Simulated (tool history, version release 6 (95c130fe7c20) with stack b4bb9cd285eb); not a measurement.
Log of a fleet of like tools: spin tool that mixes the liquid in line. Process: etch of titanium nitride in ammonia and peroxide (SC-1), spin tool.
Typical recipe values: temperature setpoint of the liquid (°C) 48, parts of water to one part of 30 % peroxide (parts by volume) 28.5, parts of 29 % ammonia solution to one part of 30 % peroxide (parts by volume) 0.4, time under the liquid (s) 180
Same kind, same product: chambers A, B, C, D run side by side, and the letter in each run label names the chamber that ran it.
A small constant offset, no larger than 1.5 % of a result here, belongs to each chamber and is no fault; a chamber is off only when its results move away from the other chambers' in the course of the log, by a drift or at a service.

run   hour  temperature setpoint of the liquid (°C)  parts of water to one part of 30 % peroxide (parts by volume)  parts of 29 % ammonia solution to one part of 30 % peroxide (parts by volume)  time under the liquid (s)  read-back film thickness of the titanium nitride reference wafer, read on the same gauge (nm)  thickness taken off the titanium nitride on a monitor wafer (Å)
 1D    5.5                                       48                                                           28.5                                                                            0.4                        180                                                                                         120.01                                                           53.874
 2A   14.2                                       48                                                           28.5                                                                            0.4                        180                                                                                         119.98                                                            53.94
 3B   21.8                                       48                                                           28.5                                                                            0.4                        180                                                                                         120.02                                                           53.766
        28  -- chamber A: thermometer replaced
 4C   30.2                                       48                                                           28.5                                                                            0.4                        180                                                                                         119.99                                                           54.299
 5D   35.9                                     43.5                                                           28.5                                                                            0.4                        180                                                                                         119.99                                                           38.949
 6B   41.1                                     43.5                                                           28.5                                                                            0.4                        180                                                                                            120                                                           38.753
 7C   48.8                                     43.5                                                           28.5                                                                            0.4                        180                                                                                            120                                                            39.77
 8A   53.3                                     43.5                                                           28.5                                                                            0.4                        180                                                                                         119.99                                                           38.683
 9B   60.5                                       48                                                           28.5                                                                            0.4                        180                                                                                         119.99                                                           53.529
10A     65                                       48                                                           28.5                                                                            0.4                        180                                                                                         119.98                                                           53.357
11C   71.7                                       48                                                           28.5                                                                            0.4                        180                                                                                         120.02                                                           54.239
12D   75.9                                       48                                                           28.5                                                                            0.4                        180                                                                                            120                                                           53.517
13A   84.3                                       48                                                           28.5                                                                            0.4                        180                                                                                         119.98                                                           53.476
14C   92.3                                       48                                                           28.5                                                                            0.4                        180                                                                                         120.02                                                           55.608
15B  100.4                                       48                                                           28.5                                                                            0.4                        180                                                                                            120                                                            54.16
     106.1  -- chamber B: new drum of ammonia solution connected
16D  107.7                                       48                                                           28.5                                                                            0.4                        180                                                                                         120.01                                                           52.013
17A  115.7                                       48                                                           15.5                                                                            0.4                        130                                                                                         119.97                                                           54.755
18D  119.5                                       48                                                           15.5                                                                            0.4                        130                                                                                         120.01                                                           53.607
       123  -- chamber A: new drum of ammonia solution connected
19B  125.3                                       48                                                           15.5                                                                            0.4                        130                                                                                         120.03                                                           55.488
20C  133.6                                       48                                                           15.5                                                                            0.4                        130                                                                                         120.03                                                           56.162
21A  138.7                                       48                                                           28.5                                                                            0.4                        180                                                                                            120                                                           53.113
22C  145.1                                       48                                                           28.5                                                                            0.4                        180                                                                                         119.98                                                           55.083
23D  152.1                                       48                                                           28.5                                                                            0.4                        180                                                                                         119.97                                                           52.284
     155.5  -- chamber C: new drum of ammonia solution connected
24B  158.1                                       48                                                           28.5                                                                            0.4                        180                                                                                            120                                                           53.526
25B    162                                       48                                                           28.5                                                                            0.4                        180                                                                                         120.02                                                           53.628
     165.7  -- chamber D: ammonia flow meter replaced
26C  168.2                                       48                                                           28.5                                                                            0.4                        180                                                                                         120.02                                                           54.674
27A  175.7                                       48                                                           28.5                                                                            0.4                        180                                                                                         120.01                                                           53.296
28D  184.5                                       48                                                           28.5                                                                            0.4                        180                                                                                         120.01                                                           52.087
29C  188.6                                       48                                                           28.5                                                                            0.4                        180                                                                                            120                                                           54.597
30B    196                                       48                                                           28.5                                                                            0.4                        180                                                                                         120.01                                                           53.827
31A  201.6                                       48                                                           28.5                                                                            0.4                        180                                                                                         119.95                                                           53.423
32D  208.9                                       48                                                           28.5                                                                            0.5                        180                                                                                            120                                                           54.246
33A  213.7                                       48                                                           28.5                                                                            0.5                        180                                                                                         120.03                                                           55.815
34C    218                                       48                                                           28.5                                                                            0.5                        180                                                                                         119.99                                                           57.026
35D  222.1                                       48                                                           28.5                                                                            0.5                        180                                                                                         120.01                                                           53.453
36B  228.1                                       48                                                           28.5                                                                            0.4                        180                                                                                         119.96                                                           53.638
37D  236.4                                       48                                                           28.5                                                                            0.4                        180                                                                                         120.03                                                           51.097
38B  243.2                                       48                                                           28.5                                                                            0.4                        180                                                                                         119.96                                                           53.794
39C    250                                       48                                                           28.5                                                                            0.4                        180                                                                                         120.02                                                           55.064
40A  256.6                                       48                                                           28.5                                                                            0.4                        180                                                                                         120.01                                                           53.535

What goes on in this fleet: one chamber off, a drifting gauge, or nothing beyond the chambers' own small offsets? Name the chamber and the cause, if any.

One chamber, D, drifts off from the rest bit by bit.
Likeliest cause: liquid colder than its thermometer reads (K) = 0.683.
The log may not tell that from: temperature lost on the way to the wafer (K).

Chamber D could run next with any of the 4 candidate recipes listed below; each alters the usual settings, and their results appear as question marks. Which one brings its results back in line with what the other chambers deliver on the usual settings?
Allowed miss from the other chambers' usual-settings mean, per result, to count as in line: thickness taken off the titanium nitride on a monitor wafer (Å) 1.4
41D-1  262.9                                     48.5                                                             28                                                                            0.4                        180                                                                                                                                                               ?
41D-2  262.9                                       47                                                             29                                                                            0.4                        175                                                                                                                                                               ?
41D-3  262.9                                       48                                                           28.5                                                                            0.4                        170                                                                                                                                                               ?
41D-4  262.9                                     49.5                                                             28                                                                            0.4                        180                                                                                                                                                               ?

Other chambers, usual settings, mean: thickness taken off the titanium nitride on a monitor wafer (Å) 53.835
  run  thickness taken off the titanium nitride on a monitor wafer (Å)
41D-1                                                           53.501
41D-2                                                           45.885
41D-3                                                           48.274
41D-4                                                           57.324
With 41D-1, the chamber falls back in line with the rest.

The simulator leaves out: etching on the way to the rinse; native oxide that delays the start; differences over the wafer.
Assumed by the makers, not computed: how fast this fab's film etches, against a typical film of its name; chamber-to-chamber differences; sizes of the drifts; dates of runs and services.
